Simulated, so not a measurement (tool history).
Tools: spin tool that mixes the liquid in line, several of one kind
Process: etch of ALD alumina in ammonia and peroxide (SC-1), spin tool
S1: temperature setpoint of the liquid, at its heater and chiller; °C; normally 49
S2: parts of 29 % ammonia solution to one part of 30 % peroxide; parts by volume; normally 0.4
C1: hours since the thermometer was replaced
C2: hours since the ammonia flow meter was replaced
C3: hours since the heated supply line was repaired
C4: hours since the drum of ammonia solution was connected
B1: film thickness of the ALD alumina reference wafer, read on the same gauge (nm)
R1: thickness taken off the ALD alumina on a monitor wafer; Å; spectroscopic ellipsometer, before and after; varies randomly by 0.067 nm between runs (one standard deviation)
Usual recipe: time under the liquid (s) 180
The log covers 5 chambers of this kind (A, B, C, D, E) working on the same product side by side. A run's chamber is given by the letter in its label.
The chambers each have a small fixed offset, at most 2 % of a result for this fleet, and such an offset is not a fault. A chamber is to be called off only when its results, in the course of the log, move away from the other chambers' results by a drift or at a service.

run 1B hour=11.7 | S1=49 S2=0.4 time_under_the_liquid_(s)=180 | C1=708.3 C2=269.8 C3=568.8 C4=420.8 | B1=30.044 | R1=82.746
run 2E hour=23.6 | S1=49 S2=0.4 time_under_the_liquid_(s)=180 | C1=603.4 C2=1838.1 C3=2005.4 C4=38.3 | B1=29.993 | R1=84.201
run 3A hour=37.4 | S1=49 S2=0.4 time_under_the_liquid_(s)=180 | C1=2176.5 C2=1144 C3=1937.7 C4=297.7 | B1=30.004 | R1=83.187
run 4D hour=50.8 | S1=49 S2=0.4 time_under_the_liquid_(s)=180 | C1=551.8 C2=237.6 C3=2788 C4=362.9 | B1=29.982 | R1=81.612
-- hour=52.8 chamber E: ammonia flow meter replaced
-- hour=60.1 chamber A: heated supply line repaired
run 5C hour=60.8 | S1=49 S2=0.4 time_under_the_liquid_(s)=180 | C1=1099 C2=183.9 C3=220.3 C4=386.9 | B1=30.03 | R1=83.602
run 6D hour=74.6 | S1=49 S2=0.4 time_under_the_liquid_(s)=180 | C1=575.6 C2=261.4 C3=2811.8 C4=386.7 | B1=29.972 | R1=81.946
run 7E hour=84.1 | S1=49 S2=0.4 time_under_the_liquid_(s)=180 | C1=663.9 C2=31.4 C3=2065.9 C4=98.8 | B1=30.037 | R1=82.235
run 8B hour=95 | S1=49 S2=0.4 time_under_the_liquid_(s)=180 | C1=791.6 C2=353.1 C3=652.1 C4=504.1 | B1=30.029 | R1=83.381
run 9C hour=103.4 | S1=49 S2=0.4 time_under_the_liquid_(s)=180 | C1=1141.6 C2=226.5 C3=262.9 C4=429.5 | B1=30.011 | R1=82.165
run 10A hour=113.4 | S1=49 S2=0.4 time_under_the_liquid_(s)=180 | C1=2252.5 C2=1220 C3=53.4 C4=373.7 | B1=30.01 | R1=82.804
run 11E hour=124.3 | S1=49 S2=0.4 time_under_the_liquid_(s)=180 | C1=704.1 C2=71.6 C3=2106.1 C4=139 | B1=29.996 | R1=81.081
-- hour=126 chamber A: ammonia flow meter replaced
run 12B hour=133.7 | S1=49 S2=0.4 time_under_the_liquid_(s)=180 | C1=830.3 C2=391.8 C3=690.8 C4=542.8 | B1=29.985 | R1=82.911
run 13C hour=140.7 | S1=49 S2=0.4 time_under_the_liquid_(s)=180 | C1=1178.9 C2=263.8 C3=300.2 C4=466.8 | B1=29.992 | R1=82.41
run 14D hour=147 | S1=49 S2=0.4 time_under_the_liquid_(s)=180 | C1=648 C2=333.8 C3=2884.2 C4=459.1 | B1=30.024 | R1=81.926
run 15A hour=159.3 | S1=49 S2=0.4 time_under_the_liquid_(s)=180 | C1=2298.4 C2=33.3 C3=99.3 C4=419.6 | B1=29.994 | R1=83.44
run 16E hour=171 | S1=49 S2=0.4 time_under_the_liquid_(s)=180 | C1=750.8 C2=118.3 C3=2152.8 C4=185.7 | B1=29.961 | R1=81.286
run 17D hour=182 | S1=49 S2=0.4 time_under_the_liquid_(s)=180 | C1=683 C2=368.8 C3=2919.2 C4=494.1 | B1=30.009 | R1=80.602
run 18B hour=194.7 | S1=49 S2=0.4 time_under_the_liquid_(s)=180 | C1=891.3 C2=452.8 C3=751.8 C4=603.8 | B1=30.061 | R1=83.886
run 19C hour=206.5 | S1=49 S2=0.4 time_under_the_liquid_(s)=180 | C1=1244.7 C2=329.6 C3=366 C4=532.6 | B1=29.957 | R1=82.561
-- hour=207.2 chamber D: ammonia flow meter replaced
run 20A hour=213.8 | S1=49 S2=0.35 time_under_the_liquid_(s)=130 | C1=2352.9 C2=87.8 C3=153.8 C4=474.1 | B1=30.017 | R1=58.905
run 21A hour=223.1 | S1=49 S2=0.35 time_under_the_liquid_(s)=130 | C1=2362.2 C2=97.1 C3=163.1 C4=483.4 | B1=29.983 | R1=59.342
run 22C hour=235 | S1=49 S2=0.35 time_under_the_liquid_(s)=130 | C1=1273.2 C2=358.1 C3=394.5 C4=561.1 | B1=30.052 | R1=58.679
run 23E hour=242.1 | S1=49 S2=0.35 time_under_the_liquid_(s)=130 | C1=821.9 C2=189.4 C3=2223.9 C4=256.8 | B1=30.006 | R1=56.227
run 24B hour=249.6 | S1=49 S2=0.35 time_under_the_liquid_(s)=130 | C1=946.2 C2=507.7 C3=806.7 C4=658.7 | B1=29.991 | R1=59.754
run 25D hour=261.8 | S1=49 S2=0.4 time_under_the_liquid_(s)=180 | C1=762.8 C2=54.7 C3=2999 C4=573.9 | B1=30.032 | R1=82.094
run 26A hour=270.2 | S1=49 S2=0.2 time_under_the_liquid_(s)=180 | C1=2409.3 C2=144.2 C3=210.2 C4=530.5 | B1=29.985 | R1=78.397
run 27B hour=277.7 | S1=49 S2=0.2 time_under_the_liquid_(s)=180 | C1=974.3 C2=535.8 C3=834.8 C4=686.8 | B1=29.985 | R1=78.855
run 28C hour=287.8 | S1=49 S2=0.2 time_under_the_liquid_(s)=180 | C1=1326 C2=410.9 C3=447.3 C4=613.9 | B1=30.01 | R1=77.258
run 29E hour=299.2 | S1=49 S2=0.2 time_under_the_liquid_(s)=180 | C1=879 C2=246.5 C3=2281 C4=313.9 | B1=29.983 | R1=72.408
run 30D hour=311 | S1=49 S2=0.2 time_under_the_liquid_(s)=180 | C1=812 C2=103.9 C3=3048.2 C4=623.1 | B1=29.999 | R1=76.331

Which is it: a chamber that has drifted or been left off by a service, a gauge drift common to all chambers, or only each chamber's usual small offset? If a chamber is off, name it and its likeliest cause.

One chamber, E, drifts off from the rest bit by bit.
Cause: liquid colder than its thermometer reads (K) = 1.56.
The log may not tell that from: temperature lost on the way to the wafer (K).

Which of the 4 candidates below, each the usual settings with something changed and its results left as question marks, puts chamber E back in line with what the other chambers give on the usual settings?
Allowed miss from the other chambers' usual-settings mean, per result, to count as in line: R1 2.3 Å
run 31E-1 hour=321 | S1=49.5 S2=0.4 time_under_the_liquid_(s)=180 | R1=?
run 31E-2 hour=321 | S1=49 S2=0.4 time_under_the_liquid_(s)=195 | R1=?
run 31E-3 hour=321 | S1=49 S2=0.4 time_under_the_liquid_(s)=175 | R1=?
run 31E-4 hour=321 | S1=47.5 S2=0.4 time_under_the_liquid_(s)=180 | R1=?

On the usual settings, the other chambers give on average: R1 82.825 Å
run=31E-1 R1=79.046
run=31E-2 R1=83.272
run=31E-3 R1=74.731
run=31E-4 R1=70.64
31E-2 puts the chamber back in line with the other chambers.
